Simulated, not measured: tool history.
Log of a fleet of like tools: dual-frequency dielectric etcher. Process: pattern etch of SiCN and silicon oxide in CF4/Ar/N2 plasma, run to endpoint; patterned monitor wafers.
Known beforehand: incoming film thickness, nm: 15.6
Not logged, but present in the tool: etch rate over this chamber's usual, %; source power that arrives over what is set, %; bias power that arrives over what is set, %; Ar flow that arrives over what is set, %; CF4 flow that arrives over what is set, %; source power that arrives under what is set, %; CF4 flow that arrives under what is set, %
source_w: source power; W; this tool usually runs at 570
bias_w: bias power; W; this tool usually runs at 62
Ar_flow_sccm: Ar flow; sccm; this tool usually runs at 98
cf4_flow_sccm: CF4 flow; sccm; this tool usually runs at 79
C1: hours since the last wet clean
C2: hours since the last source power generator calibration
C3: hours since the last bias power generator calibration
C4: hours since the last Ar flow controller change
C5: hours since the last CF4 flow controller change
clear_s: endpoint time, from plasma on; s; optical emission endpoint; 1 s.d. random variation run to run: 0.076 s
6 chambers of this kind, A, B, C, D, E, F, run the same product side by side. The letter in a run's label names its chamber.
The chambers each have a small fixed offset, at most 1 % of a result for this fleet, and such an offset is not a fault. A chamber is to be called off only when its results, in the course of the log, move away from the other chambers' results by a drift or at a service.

At hour 1.5: chamber A: wet clean of the chamber.
At hour 4: chamber F: wet clean of the chamber.
At hour 4.2: chamber C: wet clean of the chamber.
Run 1C, hour 9.1: usual settings; C1 4.9; C2 527.4; C3 2808.1; C4 2898.7; C5 845. Result: clear_s 15.081 s.
Run 2F, hour 17.7: usual settings; C1 13.7; C2 894.2; C3 2994.2; C4 513.9; C5 719.9. Result: clear_s 15.092 s.
Run 3A, hour 23.9: usual settings; C1 22.4; C2 369.2; C3 1028; C4 2922.1; C5 1411.6. Result: clear_s 14.949 s.
Run 4D, hour 31.6: usual settings; C1 143.2; C2 100.3; C3 1236.9; C4 2048.6; C5 745. Result: clear_s 15.074 s.
Run 5E, hour 43.2: usual settings; C1 272.5; C2 1917.1; C3 708.2; C4 2765.7; C5 2595.6. Result: clear_s 15.06 s.
Run 6B, hour 50.7: usual settings but source_w 430 W, Ar_flow_sccm 86 sccm; C1 412.4; C2 3340; C3 1975.3; C4 2727; C5 445.1. Result: clear_s 19.264 s.
Run 7D, hour 59.7: usual settings but source_w 430 W, Ar_flow_sccm 86 sccm; C1 171.3; C2 128.4; C3 1265; C4 2076.7; C5 773.1. Result: clear_s 19.017 s.
Run 8A, hour 70.1: usual settings but source_w 430 W, Ar_flow_sccm 86 sccm; C1 68.6; C2 415.4; C3 1074.2; C4 2968.3; C5 1457.8. Result: clear_s 19.054 s.
Run 9E, hour 83: usual settings but source_w 430 W, Ar_flow_sccm 86 sccm; C1 312.3; C2 1956.9; C3 748; C4 2805.5; C5 2635.4. Result: clear_s 19.093 s.
Run 10B, hour 94.9: usual settings but source_w 430 W, Ar_flow_sccm 86 sccm; C1 456.6; C2 3384.2; C3 2019.5; C4 2771.2; C5 489.3. Result: clear_s 19.073 s.
Run 11C, hour 101.3: usual settings but source_w 430 W, Ar_flow_sccm 86 sccm; C1 97.1; C2 619.6; C3 2900.3; C4 2990.9; C5 937.2. Result: clear_s 18.824 s.
Run 12F, hour 112.9: usual settings; C1 108.9; C2 989.4; C3 3089.4; C4 609.1; C5 815.1. Result: clear_s 15.207 s.
Run 13A, hour 121.7: usual settings; C1 120.2; C2 467; C3 1125.8; C4 3019.9; C5 1509.4. Result: clear_s 14.953 s.
Run 14E, hour 134.8: usual settings; C1 364.1; C2 2008.7; C3 799.8; C4 2857.3; C5 2687.2. Result: clear_s 14.992 s.
Run 15C, hour 146.5: usual settings; C1 142.3; C2 664.8; C3 2945.5; C4 3036.1; C5 982.4. Result: clear_s 15.2 s.
Run 16D, hour 158.5: usual settings; C1 270.1; C2 227.2; C3 1363.8; C4 2175.5; C5 871.9. Result: clear_s 15.054 s.
Run 17F, hour 169.1: usual settings; C1 165.1; C2 1045.6; C3 3145.6; C4 665.3; C5 871.3. Result: clear_s 15.177 s.
At hour 176.4: chamber B: wet clean of the chamber.
Run 18B, hour 180.9: usual settings but bias_w 71 W; C1 4.5; C2 3470.2; C3 2105.5; C4 2857.2; C5 575.3. Result: clear_s 14.581 s.
Run 19E, hour 189.3: usual settings but bias_w 71 W; C1 418.6; C2 2063.2; C3 854.3; C4 2911.8; C5 2741.7. Result: clear_s 14.252 s.
Run 20B, hour 200: usual settings but bias_w 71 W; C1 23.6; C2 3489.3; C3 2124.6; C4 2876.3; C5 594.4. Result: clear_s 14.427 s.
Run 21A, hour 206.5: usual settings but bias_w 71 W; C1 205; C2 551.8; C3 1210.6; C4 3104.7; C5 1594.2. Result: clear_s 14.455 s.
At hour 212.6: chamber E: CF4 flow controller replaced.
Run 22D, hour 216.7: usual settings but bias_w 71 W; C1 328.3; C2 285.4; C3 1422; C4 2233.7; C5 930.1. Result: clear_s 14.42 s.
Run 23F, hour 229.5: usual settings but bias_w 71 W; C1 225.5; C2 1106; C3 3206; C4 725.7; C5 931.7. Result: clear_s 14.439 s.
Run 24C, hour 236.8: usual settings; C1 232.6; C2 755.1; C3 3035.8; C4 3126.4; C5 1072.7. Result: clear_s 15.01 s.
Run 25C, hour 249.1: usual settings but source_w 670 W, cf4_flow_sccm 97 sccm; C1 244.9; C2 767.4; C3 3048.1; C4 3138.7; C5 1085. Result: clear_s 12.721 s.
Run 26E, hour 259.5: usual settings but source_w 670 W, cf4_flow_sccm 97 sccm; C1 488.8; C2 2133.4; C3 924.5; C4 2982; C5 46.9. Result: clear_s 12.39 s.
Run 27B, hour 265.5: usual settings but source_w 670 W, cf4_flow_sccm 97 sccm; C1 89.1; C2 3554.8; C3 2190.1; C4 2941.8; C5 659.9. Result: clear_s 12.786 s.
Run 28F, hour 274.9: usual settings but source_w 670 W, cf4_flow_sccm 97 sccm; C1 270.9; C2 1151.4; C3 3251.4; C4 771.1; C5 977.1. Result: clear_s 12.689 s.
Run 29D, hour 284.5: usual settings but source_w 670 W, cf4_flow_sccm 97 sccm; C1 396.1; C2 353.2; C3 1489.8; C4 2301.5; C5 997.9. Result: clear_s 12.473 s.
Run 30A, hour 293.8: usual settings but source_w 670 W, cf4_flow_sccm 97 sccm; C1 292.3; C2 639.1; C3 1297.9; C4 3192; C5 1681.5. Result: clear_s 12.65 s.
At hour 299.7: chamber E: wet clean of the chamber.
Run 31A, hour 304.2: usual settings; C1 302.7; C2 649.5; C3 1308.3; C4 3202.4; C5 1691.9. Result: clear_s 15.161 s.
Run 32F, hour 315.7: usual settings; C1 311.7; C2 1192.2; C3 3292.2; C4 811.9; C5 1017.9. Result: clear_s 15.017 s.
Run 33D, hour 326.7: usual settings but Ar_flow_sccm 89 sccm; C1 438.3; C2 395.4; C3 1532; C4 2343.7; C5 1040.1. Result: clear_s 14.841 s.
Run 34C, hour 338: usual settings but Ar_flow_sccm 89 sccm; C1 333.8; C2 856.3; C3 3137; C4 3227.6; C5 1173.9. Result: clear_s 14.851 s.
At hour 341.4: chamber B: source power generator calibrated.
Run 35E, hour 350.3: usual settings but Ar_flow_sccm 89 sccm; C1 50.7; C2 2224.2; C3 1015.3; C4 3072.8; C5 137.7. Result: clear_s 14.258 s.
At hour 355.2: chamber B: bias power generator calibrated.
Run 36B, hour 360.8: usual settings but Ar_flow_sccm 89 sccm; C1 184.4; C2 19.5; C3 5.6; C4 3037.1; C5 755.2. Result: clear_s 14.984 s.
At hour 368.4: chamber A: wet clean of the chamber.
Run 37A, hour 372.4: usual settings but Ar_flow_sccm 89 sccm; C1 4; C2 717.7; C3 1376.5; C4 3270.6; C5 1760.1. Result: clear_s 14.735 s.
Run 38F, hour 382.4: usual settings but Ar_flow_sccm 89 sccm; C1 378.4; C2 1258.9; C3 3358.9; C4 878.6; C5 1084.6. Result: clear_s 14.992 s.
Run 39C, hour 391.9: usual settings; C1 387.7; C2 910.2; C3 3190.9; C4 3281.5; C5 1227.8. Result: clear_s 15.105 s.
Run 40B, hour 397.7: usual settings but bias_w 78 W, cf4_flow_sccm 93 sccm; C1 221.3; C2 56.4; C3 42.5; C4 3074; C5 792.1. Result: clear_s 13.795 s.

Each of the 6 chambers runs these same settings next. Fill in every chamber's results:
Run 41A, hour 407: usual settings. Result: clear_s ?.
Run 41B, hour 407: usual settings. Result: clear_s ?.
Run 41C, hour 407: usual settings. Result: clear_s ?.
Run 41D, hour 407: usual settings. Result: clear_s ?.
Run 41E, hour 407: usual settings. Result: clear_s ?.
Run 41F, hour 407: usual settings. Result: clear_s ?.

run  clear_s
41A   15.001
41B   15.228
41C    14.98
41D   15.011
41E   14.469
41F   15.133

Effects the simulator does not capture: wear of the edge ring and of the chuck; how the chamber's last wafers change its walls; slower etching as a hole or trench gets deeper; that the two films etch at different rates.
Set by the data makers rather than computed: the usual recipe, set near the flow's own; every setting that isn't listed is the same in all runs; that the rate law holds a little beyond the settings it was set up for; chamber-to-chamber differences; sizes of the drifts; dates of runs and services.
